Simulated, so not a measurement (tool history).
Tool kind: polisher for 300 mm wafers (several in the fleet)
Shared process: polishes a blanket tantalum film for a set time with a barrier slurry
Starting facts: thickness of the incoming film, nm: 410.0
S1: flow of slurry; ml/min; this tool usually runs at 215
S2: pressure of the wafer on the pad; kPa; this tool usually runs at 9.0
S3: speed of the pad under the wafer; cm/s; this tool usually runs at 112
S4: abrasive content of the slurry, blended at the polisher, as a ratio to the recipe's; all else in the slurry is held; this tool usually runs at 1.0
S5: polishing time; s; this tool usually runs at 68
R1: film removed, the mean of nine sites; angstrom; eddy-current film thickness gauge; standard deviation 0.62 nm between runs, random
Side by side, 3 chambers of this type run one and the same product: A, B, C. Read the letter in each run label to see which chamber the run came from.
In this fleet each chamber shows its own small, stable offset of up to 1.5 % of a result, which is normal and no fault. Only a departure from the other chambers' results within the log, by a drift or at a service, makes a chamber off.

| run | hour | S1 | S2 | S3 | S4 | S5 | R1 |
|---|---|---|---|---|---|---|---|
| 1C | 12.3 | 215 | 9.0 | 112 | 1.0 | 68 | 690.37 |
| 2A | 18.6 | 215 | 9.0 | 112 | 1.0 | 68 | 689.32 |
| 3B | 28.1 | 215 | 9.0 | 112 | 1.0 | 68 | 681.02 |
| 4C | 34.0 | 215 | 9.0 | 112 | 1.0 | 68 | 692.59 |
|  | 39.9 | chamber B: slurry blender recalibrated |
| 5B | 43.4 | 215 | 9.0 | 112 | 1.0 | 68 | 685.00 |
| 6A | 51.3 | 240 | 9.0 | 112 | 1.0 | 68 | 696.41 |
| 7B | 60.5 | 240 | 9.0 | 112 | 1.0 | 68 | 681.46 |
|  | 64.1 | chamber C: slurry nozzle cleaned |
|  | 67.4 | chamber A: worn pad replaced by a new one |
| 8A | 67.7 | 240 | 9.0 | 112 | 1.0 | 68 | 691.23 |
| 9C | 74.8 | 215 | 9.0 | 112 | 1.0 | 68 | 682.12 |
|  | 79.3 | chamber B: worn pad replaced by a new one |
| 10B | 82.4 | 215 | 7.6 | 112 | 1.0 | 82 | 690.85 |
|  | 86.8 | chamber B: head pressure recalibrated |
|  | 89.6 | chamber C: worn pad replaced by a new one |
| 11A | 93.1 | 215 | 7.6 | 112 | 1.0 | 82 | 704.10 |
|  | 98.4 | chamber A: head pressure recalibrated |
| 12C | 101.8 | 215 | 7.6 | 112 | 1.0 | 82 | 710.32 |
| 13B | 114.5 | 215 | 9.0 | 112 | 1.0 | 68 | 680.23 |
| 14C | 127.9 | 215 | 9.0 | 112 | 1.0 | 68 | 684.61 |
|  | 132.0 | chamber A: slurry blender recalibrated |
| 15A | 135.9 | 215 | 9.0 | 112 | 1.0 | 68 | 732.16 |
|  | 142.6 | chamber B: slurry nozzle cleaned |
| 16C | 144.8 | 215 | 9.0 | 112 | 1.0 | 68 | 689.24 |
| 17A | 155.8 | 215 | 7.6 | 112 | 1.2 | 68 | 662.74 |
|  | 162.2 | chamber B: worn pad replaced by a new one |
| 18B | 164.9 | 215 | 7.6 | 112 | 1.2 | 68 | 609.61 |
| 19B | 171.6 | 215 | 7.6 | 112 | 1.2 | 68 | 603.72 |
|  | 172.9 | chamber A: worn pad replaced by a new one |
| 20C | 179.3 | 215 | 9.0 | 112 | 1.0 | 68 | 688.18 |
| 21A | 190.3 | 215 | 9.0 | 112 | 1.0 | 68 | 745.03 |
|  | 194.3 | chamber C: worn pad replaced by a new one |
| 22A | 201.5 | 215 | 9.0 | 112 | 1.0 | 68 | 744.70 |
| 23B | 214.0 | 215 | 9.0 | 112 | 1.0 | 68 | 685.87 |
| 24C | 220.6 | 215 | 9.0 | 112 | 1.0 | 68 | 679.17 |
| 25B | 229.9 | 215 | 9.0 | 112 | 1.0 | 68 | 686.71 |
| 26A | 240.1 | 215 | 9.0 | 112 | 1.0 | 68 | 752.14 |
| 27C | 250.6 | 215 | 9.0 | 112 | 1.0 | 68 | 678.73 |
| 28C | 259.6 | 215 | 9.0 | 112 | 1.0 | 68 | 676.94 |
|  | 259.9 | chamber B: worn pad replaced by a new one |
| 29B | 267.6 | 215 | 9.0 | 112 | 1.0 | 68 | 675.76 |

All 3 chambers run these settings next. Forecast each chamber's results:
| 30A | 277.3 | 215 | 9.0 | 112 | 1.0 | 76 | ? |
| 30B | 277.3 | 215 | 9.0 | 112 | 1.0 | 76 | ? |
| 30C | 277.3 | 215 | 9.0 | 112 | 1.0 | 76 | ? |

| run | R1 |
|---|---|
| 30A | 834.09 |
| 30B | 757.10 |
| 30C | 759.13 |
